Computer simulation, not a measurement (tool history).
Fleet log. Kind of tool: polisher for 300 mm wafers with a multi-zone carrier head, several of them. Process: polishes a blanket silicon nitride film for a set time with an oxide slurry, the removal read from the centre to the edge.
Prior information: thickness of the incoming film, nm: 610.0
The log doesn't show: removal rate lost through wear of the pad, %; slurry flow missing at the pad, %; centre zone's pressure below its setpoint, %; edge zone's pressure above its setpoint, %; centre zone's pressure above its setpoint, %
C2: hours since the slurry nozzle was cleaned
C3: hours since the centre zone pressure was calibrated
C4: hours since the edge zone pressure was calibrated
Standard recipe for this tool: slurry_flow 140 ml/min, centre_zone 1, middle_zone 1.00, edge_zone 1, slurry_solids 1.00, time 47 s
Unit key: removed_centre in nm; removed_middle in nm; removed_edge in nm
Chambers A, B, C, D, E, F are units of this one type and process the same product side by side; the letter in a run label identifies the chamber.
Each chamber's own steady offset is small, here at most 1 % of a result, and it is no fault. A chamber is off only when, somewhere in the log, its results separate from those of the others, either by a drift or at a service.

At hour 4.7: chamber C: slurry nozzle cleaned.
At hour 6.3: chamber F: worn pad replaced by a new one.
Run 1E, hour 9.6: usual settings; wafers polished on this pad 832; C2 238.2; C3 335.7; C4 55.7. Result: removed_centre 29.711 nm, removed_middle 30.742 nm, removed_edge 30.261 nm.
Run 2C, hour 17.7: usual settings; wafers polished on this pad 565; C2 13.0; C3 248.8; C4 115.8. Result: removed_centre 29.976 nm, removed_middle 29.831 nm, removed_edge 30.303 nm.
Run 3A, hour 25.1: usual settings; wafers polished on this pad 719; C2 303.0; C3 1242.9; C4 573.2. Result: removed_centre 30.235 nm, removed_middle 30.303 nm, removed_edge 30.384 nm.
Run 4F, hour 35.4: usual settings; wafers polished on this pad 435; C2 432.7; C3 1056.0; C4 206.4. Result: removed_centre 29.592 nm, removed_middle 30.303 nm, removed_edge 30.078 nm.
Run 5B, hour 48.1: usual settings; wafers polished on this pad 1021; C2 177.9; C3 566.5; C4 1202.9. Result: removed_centre 30.384 nm, removed_middle 30.263 nm, removed_edge 29.759 nm.
At hour 50.4: chamber C: worn pad replaced by a new one.
At hour 50.8: chamber E: worn pad replaced by a new one.
At hour 54.0: chamber B: worn pad replaced by a new one.
At hour 59.0: chamber A: worn pad replaced by a new one.
Run 6D, hour 60.1: usual settings; wafers polished on this pad 1269; C2 103.8; C3 386.1; C4 813.2. Result: removed_centre 30.842 nm, removed_middle 29.836 nm, removed_edge 30.140 nm.
Run 7E, hour 72.9: usual settings; wafers polished on this pad 331; C2 301.5; C3 399.0; C4 119.0. Result: removed_centre 29.627 nm, removed_middle 30.139 nm, removed_edge 30.301 nm.
At hour 75.6: chamber D: worn pad replaced by a new one.
At hour 80.6: chamber F: worn pad replaced by a new one.
Run 8F, hour 85.5: usual settings; wafers polished on this pad 73; C2 482.8; C3 1106.1; C4 256.5. Result: removed_centre 30.623 nm, removed_middle 30.483 nm, removed_edge 30.392 nm.
At hour 93.1: chamber B: centre zone pressure recalibrated.
At hour 94.7: chamber F: centre zone pressure recalibrated.
Run 9B, hour 96.6: usual settings; wafers polished on this pad 637; C2 226.4; C3 3.6; C4 1251.4. Result: removed_centre 29.640 nm, removed_middle 31.037 nm, removed_edge 30.395 nm.
Run 10A, hour 103.2: usual settings; wafers polished on this pad 661; C2 381.1; C3 1321.0; C4 651.3. Result: removed_centre 30.204 nm, removed_middle 30.379 nm, removed_edge 30.462 nm.
At hour 112.3: chamber A: centre zone pressure recalibrated.
Run 11C, hour 114.3: usual settings but slurry_flow 160 ml/min, time 32 s; wafers polished on this pad 955; C2 109.6; C3 345.4; C4 212.4. Result: removed_centre 20.819 nm, removed_middle 20.649 nm, removed_edge 20.750 nm.
At hour 117.2: chamber C: worn pad replaced by a new one.
Run 12D, hour 120.6: usual settings but slurry_flow 160 ml/min, time 32 s; wafers polished on this pad 672; C2 164.3; C3 446.6; C4 873.7. Result: removed_centre 21.218 nm, removed_middle 21.480 nm, removed_edge 21.397 nm.
Run 13A, hour 130.9: usual settings but slurry_flow 160 ml/min, time 32 s; wafers polished on this pad 1075; C2 408.8; C3 18.7; C4 679.0. Result: removed_centre 21.092 nm, removed_middle 21.278 nm, removed_edge 20.942 nm.
At hour 132.3: chamber E: worn pad replaced by a new one.
Run 14C, hour 137.8: usual settings but slurry_flow 160 ml/min, time 32 s; wafers polished on this pad 308; C2 133.1; C3 368.9; C4 235.9. Result: removed_centre 21.007 nm, removed_middle 20.882 nm, removed_edge 21.023 nm.
At hour 140.0: chamber B: worn pad replaced by a new one.
Run 15B, hour 144.4: usual settings but slurry_flow 160 ml/min, time 32 s; wafers polished on this pad 67; C2 274.2; C3 51.4; C4 1299.2. Result: removed_centre 21.020 nm, removed_middle 21.372 nm, removed_edge 21.083 nm.
At hour 145.1: chamber B: slurry nozzle cleaned.
At hour 152.2: chamber A: worn pad replaced by a new one.
Run 16D, hour 153.4: usual settings but slurry_flow 160 ml/min, time 32 s; wafers polished on this pad 1163; C2 197.1; C3 479.4; C4 906.5. Result: removed_centre 21.270 nm, removed_middle 21.248 nm, removed_edge 20.882 nm.
At hour 160.1: chamber F: worn pad replaced by a new one.
Run 17F, hour 162.8: usual settings but slurry_flow 180 ml/min, time 59 s; wafers polished on this pad 40; C2 560.1; C3 68.2; C4 333.8. Result: removed_centre 39.727 nm, removed_middle 40.428 nm, removed_edge 39.614 nm.
At hour 163.7: chamber D: worn pad replaced by a new one.
At hour 168.1: chamber E: centre zone pressure recalibrated.
Run 18E, hour 171.8: usual settings but slurry_flow 180 ml/min, time 59 s; wafers polished on this pad 591; C2 400.4; C3 3.7; C4 217.9. Result: removed_centre 39.895 nm, removed_middle 39.318 nm, removed_edge 39.525 nm.
Run 19C, hour 183.0: usual settings but slurry_flow 180 ml/min, time 59 s; wafers polished on this pad 983; C2 178.3; C3 414.1; C4 281.1. Result: removed_centre 39.373 nm, removed_middle 38.875 nm, removed_edge 38.569 nm.
At hour 186.2: chamber A: slurry nozzle cleaned.
Run 20B, hour 189.8: usual settings but slurry_flow 180 ml/min, time 59 s; wafers polished on this pad 745; C2 44.7; C3 96.8; C4 1344.6. Result: removed_centre 39.317 nm, removed_middle 39.729 nm, removed_edge 39.762 nm.
At hour 190.9: chamber C: worn pad replaced by a new one.
Run 21A, hour 197.9: usual settings but slurry_flow 180 ml/min, time 59 s; wafers polished on this pad 683; C2 11.8; C3 85.7; C4 746.0. Result: removed_centre 40.376 nm, removed_middle 39.110 nm, removed_edge 39.361 nm.
Run 22F, hour 206.9: usual settings but slurry_flow 180 ml/min, time 59 s; wafers polished on this pad 699; C2 604.2; C3 112.3; C4 377.9. Result: removed_centre 39.632 nm, removed_middle 39.786 nm, removed_edge 39.068 nm.
At hour 214.8: chamber B: worn pad replaced by a new one.
Run 23E, hour 216.2: usual settings; wafers polished on this pad 1254; C2 444.8; C3 48.1; C4 262.3. Result: removed_centre 29.233 nm, removed_middle 30.575 nm, removed_edge 30.385 nm.
Run 24D, hour 227.1: usual settings; wafers polished on this pad 947; C2 270.8; C3 553.1; C4 980.2. Result: removed_centre 30.979 nm, removed_middle 30.176 nm, removed_edge 30.374 nm.
At hour 232.8: chamber E: worn pad replaced by a new one.
At hour 234.2: chamber F: worn pad replaced by a new one.
At hour 239.2: chamber A: worn pad replaced by a new one.
Run 25B, hour 239.9: usual settings but middle_zone 1.07, slurry_solids 1.15; wafers polished on this pad 375; C2 94.8; C3 146.9; C4 1394.7. Result: removed_centre 31.786 nm, removed_middle 34.025 nm, removed_edge 31.997 nm.
Run 26A, hour 252.7: usual settings but middle_zone 1.07, slurry_solids 1.15; wafers polished on this pad 202; C2 66.6; C3 140.5; C4 800.8. Result: removed_centre 32.076 nm, removed_middle 34.038 nm, removed_edge 31.768 nm.
At hour 258.4: chamber C: worn pad replaced by a new one.
Run 27C, hour 258.9: usual settings but middle_zone 1.07, slurry_solids 1.15; wafers polished on this pad 7; C2 254.2; C3 490.0; C4 357.0. Result: removed_centre 32.194 nm, removed_middle 33.684 nm, removed_edge 31.998 nm.
At hour 261.5: chamber D: worn pad replaced by a new one.
Run 28E, hour 266.4: usual settings but middle_zone 1.07, slurry_solids 1.15; wafers polished on this pad 502; C2 495.0; C3 98.3; C4 312.5. Result: removed_centre 31.568 nm, removed_middle 33.934 nm, removed_edge 31.867 nm.
Run 29D, hour 277.5: usual settings but middle_zone 1.07, slurry_solids 1.15; wafers polished on this pad 240; C2 321.2; C3 603.5; C4 1030.6. Result: removed_centre 32.400 nm, removed_middle 33.462 nm, removed_edge 31.938 nm.
Run 30F, hour 284.4: usual settings but middle_zone 1.07, slurry_solids 1.15; wafers polished on this pad 751; C2 681.7; C3 189.8; C4 455.4. Result: removed_centre 31.502 nm, removed_middle 35.618 nm, removed_edge 32.033 nm.
Run 31D, hour 297.6: usual settings; wafers polished on this pad 540; C2 341.3; C3 623.6; C4 1050.7. Result: removed_centre 30.236 nm, removed_middle 30.273 nm, removed_edge 30.885 nm.
At hour 298.5: chamber B: worn pad replaced by a new one.
At hour 303.5: chamber F: worn pad replaced by a new one.
Run 32F, hour 309.4: usual settings; wafers polished on this pad 88; C2 706.7; C3 214.8; C4 480.4. Result: removed_centre 30.421 nm, removed_middle 30.572 nm, removed_edge 29.930 nm.
At hour 313.9: chamber E: worn pad replaced by a new one.
At hour 320.5: chamber A: worn pad replaced by a new one.
Run 33E, hour 320.7: usual settings; wafers polished on this pad 102; C2 549.3; C3 152.6; C4 366.8. Result: removed_centre 30.031 nm, removed_middle 31.049 nm, removed_edge 30.361 nm.
Run 34A, hour 332.8: usual settings; wafers polished on this pad 183; C2 146.7; C3 220.6; C4 880.9. Result: removed_centre 30.268 nm, removed_middle 29.948 nm, removed_edge 30.458 nm.
At hour 333.1: chamber C: worn pad replaced by a new one.
Run 35B, hour 339.0: usual settings; wafers polished on this pad 605; C2 193.9; C3 246.0; C4 1493.8. Result: removed_centre 29.972 nm, removed_middle 30.545 nm, removed_edge 30.262 nm.
At hour 346.1: chamber C: edge zone pressure recalibrated.
At hour 350.3: chamber F: slurry nozzle cleaned.
Run 36C, hour 350.3: usual settings; wafers polished on this pad 258; C2 345.6; C3 581.4; C4 4.3. Result: removed_centre 29.356 nm, removed_middle 29.653 nm, removed_edge 29.698 nm.
Run 37A, hour 357.1: usual settings; wafers polished on this pad 546; C2 171.0; C3 244.9; C4 905.2. Result: removed_centre 30.712 nm, removed_middle 30.412 nm, removed_edge 30.169 nm.
Run 38F, hour 369.1: usual settings; wafers polished on this pad 980; C2 18.8; C3 274.5; C4 540.1. Result: removed_centre 29.972 nm, removed_middle 30.786 nm, removed_edge 29.950 nm.
Run 39E, hour 381.0: usual settings; wafers polished on this pad 1003; C2 609.6; C3 212.9; C4 427.1. Result: removed_centre 29.725 nm, removed_middle 30.122 nm, removed_edge 30.191 nm.

All chambers now run identical settings, listed one chamber a line with results as question marks. What results will each chamber show?
Run 40A, hour 390.8: usual settings. Result: removed_centre ?, removed_middle ?, removed_edge ?.
Run 40B, hour 390.8: usual settings. Result: removed_centre ?, removed_middle ?, removed_edge ?.
Run 40C, hour 390.8: usual settings. Result: removed_centre ?, removed_middle ?, removed_edge ?.
Run 40D, hour 390.8: usual settings. Result: removed_centre ?, removed_middle ?, removed_edge ?.
Run 40E, hour 390.8: usual settings. Result: removed_centre ?, removed_middle ?, removed_edge ?.
Run 40F, hour 390.8: usual settings. Result: removed_centre ?, removed_middle ?, removed_edge ?.

run  removed_centre  removed_middle  removed_edge
40A          30.419          29.957        30.263
40B          30.013          30.836        30.368
40C          29.915          30.145        30.042
40D          30.308          30.295        30.574
40E          29.807          31.081        30.273
40F          30.627          30.123        29.728

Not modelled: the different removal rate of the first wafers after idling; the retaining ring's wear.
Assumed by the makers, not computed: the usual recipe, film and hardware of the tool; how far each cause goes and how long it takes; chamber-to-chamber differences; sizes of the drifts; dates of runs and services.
